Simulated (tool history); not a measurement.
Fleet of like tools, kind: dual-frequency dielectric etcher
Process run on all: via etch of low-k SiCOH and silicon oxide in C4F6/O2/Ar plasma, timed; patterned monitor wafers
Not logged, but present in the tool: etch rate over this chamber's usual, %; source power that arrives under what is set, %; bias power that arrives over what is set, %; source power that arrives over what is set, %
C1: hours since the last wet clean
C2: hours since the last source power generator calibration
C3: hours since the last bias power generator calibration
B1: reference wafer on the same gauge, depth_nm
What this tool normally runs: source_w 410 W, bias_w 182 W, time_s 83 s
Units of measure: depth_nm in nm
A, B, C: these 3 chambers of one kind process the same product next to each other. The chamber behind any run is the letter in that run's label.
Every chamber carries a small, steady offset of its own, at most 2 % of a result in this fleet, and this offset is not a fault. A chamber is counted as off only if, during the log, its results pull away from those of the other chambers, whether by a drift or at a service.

Run 1A, day 0.142: usual settings; C1 691.9; C2 1220.8; C3 1734.6; B1 282.02. Result: depth_nm 234.44 nm.
At day 0.217: chamber A: wet clean of the chamber.
Run 2C, day 0.383: usual settings; C1 241.3; C2 2977.7; C3 2234.2; B1 281.96. Result: depth_nm 235.52 nm.
Run 3B, day 0.654: usual settings; C1 41.5; C2 1626.7; C3 1970.4; B1 281.99. Result: depth_nm 232.52 nm.
Run 4C, day 0.879: usual settings; C1 253.2; C2 2989.6; C3 2246.1; B1 282.15. Result: depth_nm 235.88 nm.
Run 5B, day 1.038: usual settings; C1 50.7; C2 1635.9; C3 1979.6; B1 282.07. Result: depth_nm 233.12 nm.
Run 6A, day 1.167: usual settings; C1 22.9; C2 1245.4; C3 1759.2; B1 282.00. Result: depth_nm 235.49 nm.
Run 7C, day 1.317: usual settings; C1 263.7; C2 3000.1; C3 2256.6; B1 281.97. Result: depth_nm 235.46 nm.
Run 8A, day 1.458: usual settings but source_w 500 W, bias_w 164 W; C1 29.9; C2 1252.4; C3 1766.2; B1 281.88. Result: depth_nm 246.59 nm.
Run 9B, day 1.692: usual settings but source_w 500 W, bias_w 164 W; C1 66.4; C2 1651.6; C3 1995.3; B1 282.32. Result: depth_nm 244.10 nm.
Run 10C, day 1.879: usual settings but source_w 500 W, bias_w 164 W; C1 277.2; C2 3013.6; C3 2270.1; B1 282.15. Result: depth_nm 247.00 nm.
Run 11B, day 2.050: usual settings; C1 75.0; C2 1660.2; C3 2003.9; B1 282.04. Result: depth_nm 230.92 nm.
Run 12A, day 2.238: usual settings but bias_w 216 W; C1 48.6; C2 1271.1; C3 1784.9; B1 281.90. Result: depth_nm 248.09 nm.
Run 13B, day 2.442: usual settings but bias_w 216 W; C1 84.4; C2 1669.6; C3 2013.3; B1 281.87. Result: depth_nm 245.77 nm.
Run 14A, day 2.688: usual settings but bias_w 216 W; C1 59.4; C2 1281.9; C3 1795.7; B1 281.74. Result: depth_nm 248.72 nm.
Run 15C, day 2.925: usual settings; C1 302.3; C2 3038.7; C3 2295.2; B1 282.11. Result: depth_nm 235.86 nm.
Run 16B, day 3.133: usual settings; C1 101.0; C2 1686.2; C3 2029.9; B1 281.88. Result: depth_nm 230.58 nm.
Run 17C, day 3.312: usual settings; C1 311.6; C2 3048.0; C3 2304.5; B1 281.87. Result: depth_nm 237.23 nm.
Run 18A, day 3.592: usual settings; C1 81.1; C2 1303.6; C3 1817.4; B1 282.23. Result: depth_nm 236.05 nm.
Run 19C, day 3.858: usual settings; C1 324.7; C2 3061.1; C3 2317.6; B1 282.10. Result: depth_nm 235.96 nm.
Run 20A, day 4.108: usual settings; C1 93.5; C2 1316.0; C3 1829.8; B1 281.73. Result: depth_nm 234.88 nm.
Run 21B, day 4.246: usual settings; C1 127.7; C2 1712.9; C3 2056.6; B1 281.85. Result: depth_nm 231.97 nm.
Run 22B, day 4.429: usual settings; C1 132.1; C2 1717.3; C3 2061.0; B1 282.03. Result: depth_nm 231.66 nm.
Run 23C, day 4.600: usual settings but source_w 480 W; C1 342.5; C2 3078.9; C3 2335.4; B1 281.89. Result: depth_nm 249.30 nm.
Run 24A, day 4.800: usual settings but source_w 480 W; C1 110.1; C2 1332.6; C3 1846.4; B1 281.89. Result: depth_nm 250.24 nm.
Run 25C, day 5.062: usual settings but source_w 480 W; C1 353.6; C2 3090.0; C3 2346.5; B1 281.84. Result: depth_nm 248.67 nm.
Run 26B, day 5.200: usual settings; C1 150.6; C2 1735.8; C3 2079.5; B1 282.07. Result: depth_nm 231.38 nm.
Run 27A, day 5.438: usual settings; C1 125.4; C2 1347.9; C3 1861.7; B1 281.96. Result: depth_nm 235.63 nm.
Run 28A, day 5.671: usual settings; C1 131.0; C2 1353.5; C3 1867.3; B1 281.91. Result: depth_nm 236.01 nm.
Run 29C, day 5.933: usual settings; C1 374.5; C2 3110.9; C3 2367.4; B1 281.82. Result: depth_nm 235.82 nm.
Run 30B, day 6.167: usual settings but source_w 340 W, bias_w 198 W; C1 173.8; C2 1759.0; C3 2102.7; B1 281.96. Result: depth_nm 221.07 nm.
Run 31C, day 6.346: usual settings but source_w 340 W, bias_w 198 W; C1 384.4; C2 3120.8; C3 2377.3; B1 282.04. Result: depth_nm 225.43 nm.
At day 6.396: chamber C: wet clean of the chamber.
Run 32B, day 6.567: usual settings but source_w 340 W, bias_w 198 W; C1 183.4; C2 1768.6; C3 2112.3; B1 282.07. Result: depth_nm 221.88 nm.
Run 33A, day 6.696: usual settings; C1 155.6; C2 1378.1; C3 1891.9; B1 281.97. Result: depth_nm 234.76 nm.
Run 34B, day 6.817: usual settings; C1 189.4; C2 1774.6; C3 2118.3; B1 282.04. Result: depth_nm 230.56 nm.
Run 35C, day 7.033: usual settings but time_s 67 s; C1 15.4; C2 3137.3; C3 2393.8; B1 281.76. Result: depth_nm 190.26 nm.
Run 36A, day 7.258: usual settings but time_s 67 s; C1 169.1; C2 1391.6; C3 1905.4; B1 281.95. Result: depth_nm 190.92 nm.
Run 37C, day 7.533: usual settings but time_s 67 s; C1 27.4; C2 3149.3; C3 2405.8; B1 281.96. Result: depth_nm 190.24 nm.
Run 38A, day 7.729: usual settings; C1 180.4; C2 1402.9; C3 1916.7; B1 282.03. Result: depth_nm 236.08 nm.
Run 39B, day 7.950: usual settings; C1 216.6; C2 1801.8; C3 2145.5; B1 282.13. Result: depth_nm 232.98 nm.
Run 40A, day 8.133: usual settings; C1 190.1; C2 1412.6; C3 1926.4; B1 282.13. Result: depth_nm 235.59 nm.
Run 41C, day 8.271: usual settings but source_w 440 W; C1 45.1; C2 3167.0; C3 2423.5; B1 281.90. Result: depth_nm 242.35 nm.

All 3 chambers run these settings next. Forecast each chamber's results:
Run 42A, day 8.475: usual settings but source_w 470 W. Result: depth_nm ?.
Run 42B, day 8.475: usual settings but source_w 470 W. Result: depth_nm ?.
Run 42C, day 8.475: usual settings but source_w 470 W. Result: depth_nm ?.

run  depth_nm
42A    250.21
42B    244.44
42C    247.82
